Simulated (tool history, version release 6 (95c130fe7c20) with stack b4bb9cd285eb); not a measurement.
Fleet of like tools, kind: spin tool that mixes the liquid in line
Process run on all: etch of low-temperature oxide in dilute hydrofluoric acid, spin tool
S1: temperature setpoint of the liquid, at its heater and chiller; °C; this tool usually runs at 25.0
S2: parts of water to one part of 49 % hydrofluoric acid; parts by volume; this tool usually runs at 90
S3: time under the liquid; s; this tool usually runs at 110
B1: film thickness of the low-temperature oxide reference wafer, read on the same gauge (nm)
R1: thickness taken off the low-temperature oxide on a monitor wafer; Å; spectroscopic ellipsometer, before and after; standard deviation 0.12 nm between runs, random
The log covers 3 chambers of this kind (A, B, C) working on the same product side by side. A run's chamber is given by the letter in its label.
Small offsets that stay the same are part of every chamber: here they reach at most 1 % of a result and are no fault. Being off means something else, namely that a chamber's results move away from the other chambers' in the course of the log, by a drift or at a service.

run	hour	S1	S2	S3	B1	R1
1A	11.7	25.0	90	110	109.94	132.780
2C	25.3	25.0	90	110	110.04	137.800
3B	39.2	25.0	90	110	110.04	137.290
4A	46.4	25.0	90	110	110.01	135.020
5C	58.7	25.0	90	110	110.00	134.980
6B	73.9	25.0	90	110	110.06	134.090
7A	88.9	25.0	90	110	109.99	134.830
8B	97.3	25.0	90	110	110.03	135.190
9C	108.4	25.0	90	110	109.99	136.210
10A	122.9	25.0	90	110	110.04	134.890
11C	133.5	25.0	90	110	109.97	137.070
12B	148.7	25.0	90	110	109.98	136.460
13A	163.7	25.0	90	110	110.01	135.960
14B	172.4	25.0	90	110	109.99	138.140
15C	186.4	25.0	115	110	109.97	103.450
16B	200.6	25.0	115	110	109.95	103.470
17A	209.6	25.0	115	110	110.05	102.940
18C	223.7	25.0	90	110	110.01	134.710
19A	238.5	25.0	90	110	110.02	135.900
20C	249.1	25.0	90	110	109.92	135.160
21B	262.5	25.0	90	110	109.97	136.500
22A	276.1	25.0	70	165	110.03	265.570
23B	285.2	25.0	70	165	109.99	267.840
24C	295.0	25.0	70	165	109.97	266.960
25B	307.8	25.0	90	110	110.01	136.200
26C	319.2	25.0	90	110	110.04	137.520
27A	329.3	25.0	90	110	110.02	135.920
# hour 339.7: chamber A: hydrofluoric acid flow meter replaced
28B	340.5	26.5	90	170	110.00	223.820
29C	355.9	26.5	90	170	110.01	219.120
# hour 367.8: chamber B: thermometer replaced
30A	371.3	26.5	90	170	109.96	221.680
31B	384.9	25.0	90	110	109.95	138.210
32A	392.6	25.0	90	110	110.01	135.840
33C	407.1	25.0	90	110	109.98	134.620
34B	419.8	25.0	90	55	110.04	68.304
35A	429.9	25.0	90	55	109.94	67.838

The same settings go to every chamber for the next run, one line per chamber below. Forecast the results for each:
36A	441.3	25.0	90	110		?
36B	441.3	25.0	90	110		?
36C	441.3	25.0	90	110		?

run	R1
36A	134.480
36B	135.780
36C	133.400
